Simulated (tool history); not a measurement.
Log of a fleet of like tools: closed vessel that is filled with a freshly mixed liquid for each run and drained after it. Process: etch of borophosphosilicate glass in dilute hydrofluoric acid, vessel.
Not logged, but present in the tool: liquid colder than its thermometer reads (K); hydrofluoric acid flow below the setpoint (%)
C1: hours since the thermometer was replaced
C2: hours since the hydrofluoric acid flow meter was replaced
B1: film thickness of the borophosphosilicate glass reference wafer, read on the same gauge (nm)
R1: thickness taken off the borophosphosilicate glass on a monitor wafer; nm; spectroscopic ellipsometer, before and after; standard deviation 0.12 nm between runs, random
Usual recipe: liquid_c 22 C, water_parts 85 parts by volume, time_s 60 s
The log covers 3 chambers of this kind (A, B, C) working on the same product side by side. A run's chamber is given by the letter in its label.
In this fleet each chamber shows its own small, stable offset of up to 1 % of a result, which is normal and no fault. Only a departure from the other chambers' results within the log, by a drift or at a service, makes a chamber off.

{"run": "1A", "hour": 4.7, "liquid_c": 22, "water_parts": 85, "time_s": 60, "C1": 1573, "C2": 151.2, "B1": 49.998, "R1": 23.493}
{"run": "2B", "hour": 13.2, "liquid_c": 22, "water_parts": 85, "time_s": 60, "C1": 950.4, "C2": 760, "B1": 50.009, "R1": 23.669}
{"run": "3C", "hour": 20.7, "liquid_c": 22, "water_parts": 85, "time_s": 60, "C1": 391.5, "C2": 870.5, "B1": 50.011, "R1": 23.507}
{"run": "4B", "hour": 28.0, "liquid_c": 22, "water_parts": 85, "time_s": 60, "C1": 965.2, "C2": 774.8, "B1": 50.001, "R1": 23.639}
{"run": "5A", "hour": 32.4, "liquid_c": 22, "water_parts": 85, "time_s": 60, "C1": 1600.7, "C2": 178.9, "B1": 49.993, "R1": 23.583}
{"run": "6C", "hour": 39.8, "liquid_c": 22, "water_parts": 85, "time_s": 60, "C1": 410.6, "C2": 889.6, "B1": 50.017, "R1": 23.595}
{"run": "7B", "hour": 49.2, "liquid_c": 22, "water_parts": 85, "time_s": 60, "C1": 986.4, "C2": 796, "B1": 50.012, "R1": 23.749}
{"run": "8C", "hour": 58.1, "liquid_c": 22, "water_parts": 85, "time_s": 60, "C1": 428.9, "C2": 907.9, "B1": 50.004, "R1": 23.199}
{"run": "9A", "hour": 65.0, "liquid_c": 22, "water_parts": 85, "time_s": 60, "C1": 1633.3, "C2": 211.5, "B1": 49.997, "R1": 23.626}
{"run": "10C", "hour": 73.2, "liquid_c": 22, "water_parts": 85, "time_s": 60, "C1": 444, "C2": 923, "B1": 50.013, "R1": 23.142}
{"run": "11A", "hour": 83.2, "liquid_c": 19.5, "water_parts": 65, "time_s": 60, "C1": 1651.5, "C2": 229.7, "B1": 49.982, "R1": 28.237}
{"run": "12B", "hour": 88.5, "liquid_c": 19.5, "water_parts": 65, "time_s": 60, "C1": 1025.7, "C2": 835.3, "B1": 49.99, "R1": 28.645}
{"run": "13A", "hour": 94.2, "liquid_c": 19.5, "water_parts": 65, "time_s": 60, "C1": 1662.5, "C2": 240.7, "B1": 50.012, "R1": 28.309}
{"run": "14C", "hour": 101.4, "liquid_c": 22, "water_parts": 85, "time_s": 60, "C1": 472.2, "C2": 951.2, "B1": 49.996, "R1": 22.95}
{"run": "15B", "hour": 110.9, "liquid_c": 22, "water_parts": 85, "time_s": 60, "C1": 1048.1, "C2": 857.7, "B1": 49.998, "R1": 23.578}
{"run": "16C", "hour": 117.3, "liquid_c": 22, "water_parts": 85, "time_s": 60, "C1": 488.1, "C2": 967.1, "B1": 50.002, "R1": 23.096}
{"run": "17B", "hour": 123.2, "liquid_c": 23.5, "water_parts": 105, "time_s": 60, "C1": 1060.4, "C2": 870, "B1": 49.988, "R1": 19.823}
{"run": "18A", "hour": 131.9, "liquid_c": 23.5, "water_parts": 105, "time_s": 60, "C1": 1700.2, "C2": 278.4, "B1": 50.002, "R1": 19.966}
{"run": "19B", "hour": 139.8, "liquid_c": 23.5, "water_parts": 105, "time_s": 60, "C1": 1077, "C2": 886.6, "B1": 50.006, "R1": 19.82}
{"run": "20A", "hour": 148.3, "liquid_c": 22, "water_parts": 85, "time_s": 60, "C1": 1716.6, "C2": 294.8, "B1": 50, "R1": 23.736}
{"run": "21C", "hour": 154.4, "liquid_c": 22, "water_parts": 85, "time_s": 60, "C1": 525.2, "C2": 1004.2, "B1": 50.012, "R1": 22.787}
{"run": "22B", "hour": 159.5, "liquid_c": 22, "water_parts": 85, "time_s": 60, "C1": 1096.7, "C2": 906.3, "B1": 49.99, "R1": 23.677}
{"run": "23C", "hour": 165.4, "liquid_c": 22, "water_parts": 85, "time_s": 60, "C1": 536.2, "C2": 1015.2, "B1": 50.004, "R1": 22.728}
{"run": "24A", "hour": 171.5, "liquid_c": 22, "water_parts": 85, "time_s": 60, "C1": 1739.8, "C2": 318, "B1": 50.008, "R1": 23.586}

Next, every chamber runs the same settings. What will each give?
{"run": "25A", "hour": 178.6, "liquid_c": 22, "water_parts": 85, "time_s": 60, "R1": "?"}
{"run": "25B", "hour": 178.6, "liquid_c": 22, "water_parts": 85, "time_s": 60, "R1": "?"}
{"run": "25C", "hour": 178.6, "liquid_c": 22, "water_parts": 85, "time_s": 60, "R1": "?"}

run=25A R1=23.605
run=25B R1=23.62
run=25C R1=22.788

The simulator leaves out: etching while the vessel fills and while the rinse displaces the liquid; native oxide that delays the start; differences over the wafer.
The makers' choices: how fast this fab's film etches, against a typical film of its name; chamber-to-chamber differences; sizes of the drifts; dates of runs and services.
